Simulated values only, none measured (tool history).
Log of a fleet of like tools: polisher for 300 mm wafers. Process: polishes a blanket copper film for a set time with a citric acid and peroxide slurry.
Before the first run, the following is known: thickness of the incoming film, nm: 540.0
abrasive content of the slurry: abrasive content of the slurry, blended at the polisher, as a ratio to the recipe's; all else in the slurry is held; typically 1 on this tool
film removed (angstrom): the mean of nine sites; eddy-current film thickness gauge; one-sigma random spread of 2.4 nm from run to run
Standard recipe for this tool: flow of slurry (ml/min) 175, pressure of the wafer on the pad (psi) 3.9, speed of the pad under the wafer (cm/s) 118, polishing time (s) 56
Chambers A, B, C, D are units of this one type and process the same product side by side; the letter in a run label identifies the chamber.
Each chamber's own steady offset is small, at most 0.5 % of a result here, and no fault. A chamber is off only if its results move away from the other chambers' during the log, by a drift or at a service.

run   hour  flow of slurry (ml/min)  pressure of the wafer on the pad (psi)  speed of the pad under the wafer (cm/s)  abrasive content of the slurry  polishing time (s)  film removed (angstrom)
       5.3  -- chamber D: slurry nozzle cleaned
       8.4  -- chamber A: worn pad replaced by a new one
 1B   11.6                      175                                     3.9                                      118                               1                  56                   2159.4
 2A   24.6                      175                                     3.9                                      118                               1                  56                   2127.9
 3D   37.1                      175                                     3.9                                      118                               1                  56                   2182.5
 4C   46.3                      175                                     3.9                                      118                               1                  56                   2163.0
 5C   57.8                      175                                     3.9                                      118                               1                  56                   2194.6
      60.5  -- chamber B: worn pad replaced by a new one
      65.7  -- chamber D: worn pad replaced by a new one
 6A   70.5                      135                                     3.9                                      118                               1                  73                   2719.1
 7B   81.0                      135                                     3.9                                      118                               1                  73                   2718.9
      87.9  -- chamber C: slurry nozzle cleaned
 8D   92.9                      135                                     3.9                                      118                               1                  73                   2682.4
 9C  106.7                      135                                     3.9                                      118                               1                  73                   2699.9
10D  117.6                      175                                     3.9                                      118                               1                  56                   2150.6
     124.3  -- chamber B: worn pad replaced by a new one
11B  128.3                      175                                     3.9                                      118                               1                  56                   2187.1
     129.1  -- chamber D: worn pad replaced by a new one
     130.8  -- chamber A: worn pad replaced by a new one
12A  142.6                      175                                     3.9                                      118                               1                  56                   2123.8
13B  156.2                      175                                     3.9                                      118                               1                  56                   2166.1
14C  168.8                      175                                     3.9                                      138                               1                  56                   2520.8
15A  178.2                      175                                     3.9                                      138                               1                  56                   2542.7
     183.2  -- chamber A: slurry nozzle cleaned
     190.0  -- chamber B: worn pad replaced by a new one
16D  192.1                      175                                     3.9                                      138                               1                  56                   2469.0
17D  201.0                      175                                     3.9                                      138                               1                  56                   2479.3
     205.9  -- chamber B: slurry blender recalibrated
18A  209.1                      175                                     3.9                                      118                               1                  56                   2122.6
     213.6  -- chamber D: worn pad replaced by a new one
19C  221.2                      175                                     3.9                                      118                               1                  62                   2305.5
20B  235.0                      175                                     3.9                                      118                               1                  62                   2485.2
21A  248.6                      175                                     3.9                                      118                               1                  62                   2388.7
     252.7  -- chamber C: head pressure recalibrated
     254.4  -- chamber B: worn pad replaced by a new one
22B  260.6                      175                                     3.9                                      118                               1                  62                   2390.7
23D  270.0                      175                                     3.9                                      118                               1                  56                   2144.5
24C  277.7                      230                                     3.9                                      118                               1                  56                   2151.7
     280.2  -- chamber A: worn pad replaced by a new one
     288.7  -- chamber D: slurry nozzle cleaned
     289.3  -- chamber D: worn pad replaced by a new one
25C  291.4                      230                                     3.9                                      118                               1                  56                   2102.7
26B  299.3                      230                                     3.9                                      118                               1                  56                   2276.4
27A  306.4                      230                                     3.9                                      118                               1                  56                   2282.3
28D  313.6                      175                                     3.9                                      118                               1                  56                   2171.1
     322.8  -- chamber C: slurry blender recalibrated
     322.8  -- chamber B: worn pad replaced by a new one
29D  326.8                      175                                     3.9                                      118                               1                  56                   2179.3
30C  336.7                      175                                     3.9                                      118                               1                  56                   1987.0
     344.9  -- chamber A: slurry blender recalibrated
31B  347.5                      175                                     3.9                                      118                               1                  56                   2179.3
     353.2  -- chamber D: worn pad replaced by a new one
32A  359.1                      175                                     3.9                                      118                               1                  56                   2169.2
33D  371.3                      175                                     3.9                                      118                               1                  56                   2184.3

Each of the 4 chambers runs these same settings next. Fill in every chamber's results:
34A  382.0                      175                                     3.9                                      118                               1                  56                        ?
34B  382.0                      175                                     3.9                                      118                               1                  56                        ?
34C  382.0                      175                                     3.9                                      118                               1                  56                        ?
34D  382.0                      175                                     3.9                                      118                               1                  56                        ?

run  film removed (angstrom)
34A                   2145.1
34B                   2181.5
34C                   1983.0
34D                   2137.7
